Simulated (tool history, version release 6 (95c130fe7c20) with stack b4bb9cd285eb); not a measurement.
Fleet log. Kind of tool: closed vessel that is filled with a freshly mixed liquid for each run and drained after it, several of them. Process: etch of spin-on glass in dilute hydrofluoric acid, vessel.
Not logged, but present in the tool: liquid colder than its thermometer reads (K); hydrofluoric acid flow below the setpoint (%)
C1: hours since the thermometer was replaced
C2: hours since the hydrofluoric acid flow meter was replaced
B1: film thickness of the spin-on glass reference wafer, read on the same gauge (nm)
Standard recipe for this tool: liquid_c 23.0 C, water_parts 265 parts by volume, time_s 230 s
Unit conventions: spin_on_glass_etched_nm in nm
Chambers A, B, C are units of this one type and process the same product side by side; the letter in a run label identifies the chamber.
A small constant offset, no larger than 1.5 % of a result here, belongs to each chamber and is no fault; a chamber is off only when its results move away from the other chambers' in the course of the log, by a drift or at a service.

{"run": "1C", "hour": 11.1, "liquid_c": 23.0, "water_parts": 265, "time_s": 230, "C1": 51.8, "C2": 229.9, "B1": 59.972, "spin_on_glass_etched_nm": 33.298}
{"run": "2A", "hour": 22.2, "liquid_c": 23.0, "water_parts": 265, "time_s": 230, "C1": 484.1, "C2": 125.9, "B1": 59.993, "spin_on_glass_etched_nm": 33.672}
{"run": "3B", "hour": 28.0, "liquid_c": 23.0, "water_parts": 265, "time_s": 230, "C1": 373.1, "C2": 378.9, "B1": 60.013, "spin_on_glass_etched_nm": 33.124}
{"run": "4C", "hour": 36.3, "liquid_c": 23.0, "water_parts": 265, "time_s": 230, "C1": 77.0, "C2": 255.1, "B1": 60.014, "spin_on_glass_etched_nm": 33.898}
{"run": "5A", "hour": 43.6, "liquid_c": 23.0, "water_parts": 265, "time_s": 230, "C1": 505.5, "C2": 147.3, "B1": 59.972, "spin_on_glass_etched_nm": 33.609}
{"run": "6B", "hour": 52.5, "liquid_c": 23.0, "water_parts": 265, "time_s": 230, "C1": 397.6, "C2": 403.4, "B1": 59.982, "spin_on_glass_etched_nm": 33.148}
{"run": "7A", "hour": 61.5, "liquid_c": 23.0, "water_parts": 265, "time_s": 230, "C1": 523.4, "C2": 165.2, "B1": 60.009, "spin_on_glass_etched_nm": 33.581}
{"run": "8B", "hour": 69.9, "liquid_c": 23.0, "water_parts": 265, "time_s": 230, "C1": 415.0, "C2": 420.8, "B1": 60.007, "spin_on_glass_etched_nm": 33.234}
{"run": "9C", "hour": 75.0, "liquid_c": 23.0, "water_parts": 265, "time_s": 230, "C1": 115.7, "C2": 293.8, "B1": 60.008, "spin_on_glass_etched_nm": 33.81}
{"run": "10A", "hour": 84.4, "liquid_c": 23.0, "water_parts": 265, "time_s": 230, "C1": 546.3, "C2": 188.1, "B1": 60.03, "spin_on_glass_etched_nm": 33.743}
{"run": "11C", "hour": 89.6, "liquid_c": 23.0, "water_parts": 265, "time_s": 230, "C1": 130.3, "C2": 308.4, "B1": 59.989, "spin_on_glass_etched_nm": 33.692}
{"run": "12B", "hour": 98.5, "liquid_c": 23.0, "water_parts": 265, "time_s": 230, "C1": 443.6, "C2": 449.4, "B1": 59.987, "spin_on_glass_etched_nm": 32.958}
{"run": "13A", "hour": 106.2, "liquid_c": 18.5, "water_parts": 265, "time_s": 230, "C1": 568.1, "C2": 209.9, "B1": 60.007, "spin_on_glass_etched_nm": 28.213}
{"run": "14C", "hour": 113.3, "liquid_c": 18.5, "water_parts": 265, "time_s": 230, "C1": 154.0, "C2": 332.1, "B1": 60.042, "spin_on_glass_etched_nm": 28.418}
{"run": "15B", "hour": 119.2, "liquid_c": 18.5, "water_parts": 265, "time_s": 230, "C1": 464.3, "C2": 470.1, "B1": 59.999, "spin_on_glass_etched_nm": 27.681}
{"run": "16A", "hour": 128.2, "liquid_c": 23.0, "water_parts": 265, "time_s": 230, "C1": 590.1, "C2": 231.9, "B1": 59.992, "spin_on_glass_etched_nm": 33.658}
{"run": "17C", "hour": 133.1, "liquid_c": 23.0, "water_parts": 265, "time_s": 230, "C1": 173.8, "C2": 351.9, "B1": 59.984, "spin_on_glass_etched_nm": 34.022}
{"run": "18B", "hour": 141.4, "liquid_c": 23.0, "water_parts": 265, "time_s": 230, "C1": 486.5, "C2": 492.3, "B1": 60.02, "spin_on_glass_etched_nm": 32.331}
{"run": "19C", "hour": 151.7, "liquid_c": 23.0, "water_parts": 330, "time_s": 230, "C1": 192.4, "C2": 370.5, "B1": 60.031, "spin_on_glass_etched_nm": 25.471}
{"hour": 155.7, "done": "chamber B: hydrofluoric acid flow meter replaced"}
{"run": "20B", "hour": 162.2, "liquid_c": 23.0, "water_parts": 330, "time_s": 230, "C1": 507.3, "C2": 6.5, "B1": 59.991, "spin_on_glass_etched_nm": 24.523}
{"run": "21A", "hour": 167.6, "liquid_c": 23.0, "water_parts": 330, "time_s": 230, "C1": 629.5, "C2": 271.3, "B1": 59.997, "spin_on_glass_etched_nm": 25.285}
{"run": "22A", "hour": 174.8, "liquid_c": 23.0, "water_parts": 265, "time_s": 230, "C1": 636.7, "C2": 278.5, "B1": 60.005, "spin_on_glass_etched_nm": 32.996}
{"run": "23C", "hour": 182.1, "liquid_c": 23.0, "water_parts": 265, "time_s": 230, "C1": 222.8, "C2": 400.9, "B1": 60.014, "spin_on_glass_etched_nm": 33.515}
{"run": "24B", "hour": 188.8, "liquid_c": 23.0, "water_parts": 205, "time_s": 230, "C1": 533.9, "C2": 33.1, "B1": 60.038, "spin_on_glass_etched_nm": 44.8}
{"run": "25A", "hour": 193.8, "liquid_c": 23.0, "water_parts": 205, "time_s": 230, "C1": 655.7, "C2": 297.5, "B1": 60.015, "spin_on_glass_etched_nm": 45.453}
{"run": "26C", "hour": 203.3, "liquid_c": 23.0, "water_parts": 205, "time_s": 230, "C1": 244.0, "C2": 422.1, "B1": 59.951, "spin_on_glass_etched_nm": 46.532}
{"run": "27B", "hour": 210.5, "liquid_c": 23.0, "water_parts": 265, "time_s": 230, "C1": 555.6, "C2": 54.8, "B1": 60.012, "spin_on_glass_etched_nm": 32.146}
{"run": "28B", "hour": 216.6, "liquid_c": 23.0, "water_parts": 155, "time_s": 165, "C1": 561.7, "C2": 60.9, "B1": 59.955, "spin_on_glass_etched_nm": 44.823}
{"run": "29A", "hour": 222.2, "liquid_c": 23.0, "water_parts": 155, "time_s": 165, "C1": 684.1, "C2": 325.9, "B1": 59.955, "spin_on_glass_etched_nm": 45.237}
{"run": "30C", "hour": 227.4, "liquid_c": 23.0, "water_parts": 155, "time_s": 165, "C1": 268.1, "C2": 446.2, "B1": 60.031, "spin_on_glass_etched_nm": 46.019}
{"run": "31B", "hour": 238.1, "liquid_c": 23.0, "water_parts": 265, "time_s": 230, "C1": 583.2, "C2": 82.4, "B1": 59.984, "spin_on_glass_etched_nm": 31.848}
{"run": "32C", "hour": 245.0, "liquid_c": 23.0, "water_parts": 265, "time_s": 150, "C1": 285.7, "C2": 463.8, "B1": 59.982, "spin_on_glass_etched_nm": 22.128}
{"run": "33A", "hour": 250.9, "liquid_c": 23.0, "water_parts": 265, "time_s": 150, "C1": 712.8, "C2": 354.6, "B1": 59.986, "spin_on_glass_etched_nm": 21.905}
{"run": "34B", "hour": 256.1, "liquid_c": 23.0, "water_parts": 265, "time_s": 150, "C1": 601.2, "C2": 100.4, "B1": 60.063, "spin_on_glass_etched_nm": 20.828}
{"run": "35C", "hour": 261.0, "liquid_c": 23.0, "water_parts": 265, "time_s": 230, "C1": 301.7, "C2": 479.8, "B1": 60.003, "spin_on_glass_etched_nm": 34.113}
{"run": "36A", "hour": 270.5, "liquid_c": 23.0, "water_parts": 265, "time_s": 230, "C1": 732.4, "C2": 374.2, "B1": 59.961, "spin_on_glass_etched_nm": 33.204}
{"run": "37C", "hour": 280.2, "liquid_c": 23.0, "water_parts": 265, "time_s": 230, "C1": 320.9, "C2": 499.0, "B1": 60.021, "spin_on_glass_etched_nm": 33.605}
{"run": "38B", "hour": 290.1, "liquid_c": 23.0, "water_parts": 265, "time_s": 230, "C1": 635.2, "C2": 134.4, "B1": 59.978, "spin_on_glass_etched_nm": 31.811}
{"run": "39A", "hour": 296.8, "liquid_c": 23.0, "water_parts": 265, "time_s": 230, "C1": 758.7, "C2": 400.5, "B1": 59.998, "spin_on_glass_etched_nm": 33.206}
{"run": "40A", "hour": 304.3, "liquid_c": 23.0, "water_parts": 265, "time_s": 230, "C1": 766.2, "C2": 408.0, "B1": 59.962, "spin_on_glass_etched_nm": 33.658}
{"run": "41C", "hour": 314.9, "liquid_c": 23.0, "water_parts": 265, "time_s": 230, "C1": 355.6, "C2": 533.7, "B1": 60.014, "spin_on_glass_etched_nm": 33.843}
{"run": "42B", "hour": 321.3, "liquid_c": 23.0, "water_parts": 265, "time_s": 230, "C1": 666.4, "C2": 165.6, "B1": 59.96, "spin_on_glass_etched_nm": 31.155}

One chamber off, gauge drift, or nothing amiss beyond the chambers' own small offsets? If it is a chamber, which one, and what is the likeliest cause?

Chamber B drifts away from the others.
Cause: liquid colder than its thermometer reads (K) = 1.74.

Here are 4 candidates for chamber B's next run, each the usual settings with a change, their results left as question marks. Which one brings its results back in line with what the others give on the usual settings?
To be in line, a result may differ from the other chambers' mean on the usual settings by at most: spin_on_glass_etched_nm 0.860 nm
{"run": "43B-1", "hour": 329.3, "liquid_c": 23.0, "water_parts": 275, "time_s": 215, "spin_on_glass_etched_nm": "?"}
{"run": "43B-2", "hour": 329.3, "liquid_c": 24.5, "water_parts": 265, "time_s": 230, "spin_on_glass_etched_nm": "?"}
{"run": "43B-3", "hour": 329.3, "liquid_c": 23.0, "water_parts": 280, "time_s": 230, "spin_on_glass_etched_nm": "?"}
{"run": "43B-4", "hour": 329.3, "liquid_c": 26.0, "water_parts": 265, "time_s": 230, "spin_on_glass_etched_nm": "?"}

What the other chambers average on the usual settings: spin_on_glass_etched_nm 33.435 nm
run=43B-1 spin_on_glass_etched_nm=28.014
run=43B-2 spin_on_glass_etched_nm=33.162
run=43B-3 spin_on_glass_etched_nm=29.287
run=43B-4 spin_on_glass_etched_nm=34.985
43B-2 brings the chamber back in line.
